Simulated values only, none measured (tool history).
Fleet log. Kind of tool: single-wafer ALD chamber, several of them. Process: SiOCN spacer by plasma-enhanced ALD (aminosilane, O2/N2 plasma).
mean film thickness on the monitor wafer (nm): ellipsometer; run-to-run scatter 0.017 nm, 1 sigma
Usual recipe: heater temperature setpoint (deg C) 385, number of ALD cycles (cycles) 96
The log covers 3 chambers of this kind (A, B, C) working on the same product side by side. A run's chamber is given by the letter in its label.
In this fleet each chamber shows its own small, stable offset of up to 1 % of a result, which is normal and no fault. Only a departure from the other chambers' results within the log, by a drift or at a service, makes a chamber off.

run,hour,heater temperature setpoint (deg C),number of ALD cycles (cycles),hours since the last thermocouple change,"read-back reference wafer on the same gauge, thickness_nm",mean film thickness on the monitor wafer (nm)
1A,9,385,96,790.9,6.4208,5.7239
2B,15.8,385,96,611.9,6.4197,5.8194
3C,24,385,96,1052.6,6.4226,5.7774
4B,29.8,385,96,625.9,6.4181,5.861
5C,36.3,385,96,1064.9,6.4233,5.7892
6A,43.2,385,96,825.1,6.4249,5.7541
7C,50.4,385,96,1079,6.4228,5.7976
8B,57.3,385,96,653.4,6.4234,5.8336
9A,66.2,385,96,848.1,6.4179,5.7208
10A,71.9,385,96,853.8,6.4173,5.7514
11C,78.6,385,96,1107.2,6.4189,5.8091
12B,85,385,81,681.1,6.4255,4.9066
13A,91.3,385,81,873.2,6.4162,4.8615
14C,95.8,385,81,1124.4,6.4179,4.9006
15B,102.6,385,96,698.7,6.4185,5.8366
16A,110,385,96,891.9,6.4198,5.7311
17B,117.3,385,96,713.4,6.4193,5.7958
18C,124.7,385,96,1153.3,6.4226,5.8178
19A,132.2,385,96,914.1,6.4265,5.716
20C,138,385,96,1166.6,6.4235,5.8089
21B,142.9,385,96,739,6.4134,5.8176
22C,150.9,385,96,1179.5,6.4236,5.8097
23B,156.4,385,103,752.5,6.4211,6.2587
24A,163.6,385,103,945.5,6.4201,6.1646
25B,169.5,385,103,765.6,6.4241,6.2476
26A,173.7,385,96,955.6,6.4203,5.7378
27C,181,385,96,1209.6,6.42,5.8362
28C,185,385,96,1213.6,6.4224,5.8131
29A,190,385,89,971.9,6.4196,5.3491
30B,198.4,385,89,794.5,6.4258,5.3994
31A,204,385,89,985.9,6.4228,5.3311
32B,210.9,385,96,807,6.4208,5.8075
33C,216.8,385,96,1245.4,6.4222,5.8202
34A,222.1,385,96,1004,6.4196,5.7694
35B,226.9,385,96,823,6.4235,5.8117

Next, all 3 chambers run the settings below, one line each with question marks for the results. What does each chamber give?
36A,233.3,385,96,,,?
36B,233.3,385,96,,,?
36C,233.3,385,96,,,?

run,mean film thickness on the monitor wafer (nm)
36A,5.7444
36B,5.8294
36C,5.8065
